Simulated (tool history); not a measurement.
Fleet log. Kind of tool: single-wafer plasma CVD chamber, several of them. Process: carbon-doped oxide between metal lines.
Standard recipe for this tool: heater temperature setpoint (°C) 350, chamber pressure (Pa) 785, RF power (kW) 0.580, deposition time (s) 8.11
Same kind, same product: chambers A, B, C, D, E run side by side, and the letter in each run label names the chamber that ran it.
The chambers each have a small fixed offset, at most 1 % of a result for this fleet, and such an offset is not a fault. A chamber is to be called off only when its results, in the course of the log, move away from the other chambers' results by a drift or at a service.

run   hour  heater temperature setpoint (°C)  chamber pressure (Pa)  RF power (kW)  deposition time (s)  read-back reference wafer on the same gauge, thickness_nm  mean film thickness on the monitor wafer (nm)
 1E    6.7                               350                    785          0.580                 8.11                                                     51.507                                         47.200
 2C   12.0                               350                    785          0.580                 8.11                                                     51.510                                         47.186
 3A   15.6                               350                    785          0.580                 8.11                                                     51.524                                         47.435
      17.7  -- chamber A: thermocouple changed; heater temperature recalibrated
 4D   21.3                               350                    785          0.580                 8.11                                                     51.536                                         47.803
 5B   24.9                               350                    973          0.655                 8.11                                                     51.541                                         51.674
 6B   31.2                               350                    973          0.655                 8.11                                                     51.550                                         51.650
 7E   37.1                               350                    973          0.655                 8.11                                                     51.567                                         51.692
 8A   40.1                               350                    973          0.655                 8.11                                                     51.577                                         51.907
 9D   43.1                               350                    973          0.655                 8.11                                                     51.594                                         52.378
10C   46.4                               350                    785          0.580                 8.11                                                     51.594                                         47.179
11B   50.0                               364                    896          0.580                 8.11                                                     51.595                                         45.940
12E   53.3                               364                    896          0.580                 8.11                                                     51.592                                         46.156
      54.5  -- chamber E: RF generator calibrated
13D   58.5                               364                    896          0.580                 8.11                                                     51.596                                         46.721
14C   64.4                               364                    896          0.580                 8.11                                                     51.614                                         46.075
15A   68.5                               364                    896          0.580                 8.11                                                     51.620                                         46.268
16E   73.0                               350                    785          0.580                 8.11                                                     51.640                                         47.419
17D   76.0                               350                    785          0.580                 8.11                                                     51.632                                         47.913
18A   78.9                               350                    785          0.580                 8.11                                                     51.632                                         47.461
19C   85.6                               350                    785          0.580                 8.11                                                     51.652                                         47.239
20B   90.4                               350                    785          0.580                 8.11                                                     51.668                                         47.321
21A   95.7                               350                    785          0.580                 8.11                                                     51.662                                         47.454
22E  100.4                               350                    785          0.580                 8.11                                                     51.688                                         47.460
23D  106.5                               350                    785          0.580                 8.11                                                     51.721                                         47.747
24C  112.0                               350                    785          0.580                 8.11                                                     51.715                                         47.360
25B  117.0                               350                    785          0.580                 8.11                                                     51.740                                         47.199
26A  121.3                               350                    604          0.680                 8.11                                                     51.746                                         50.610
27D  127.1                               350                    604          0.680                 8.11                                                     51.752                                         51.052
28B  130.8                               350                    604          0.680                 8.11                                                     51.741                                         50.343
29E  136.1                               350                    604          0.680                 8.11                                                     51.775                                         50.504
30C  141.5                               350                    604          0.680                 8.11                                                     51.767                                         50.382
31A  147.8                               350                    785          0.580                 8.11                                                     51.784                                         47.563

Does one chamber stand apart from the rest, does the shared gauge drift, or is all well apart from small per-chamber offsets? Give the chamber and the most likely cause, where there is one.

None of the chambers is off. What moves is the gauge, dragging all their readings along together.
What lies behind it: gauge reads high (%) = 0.56.
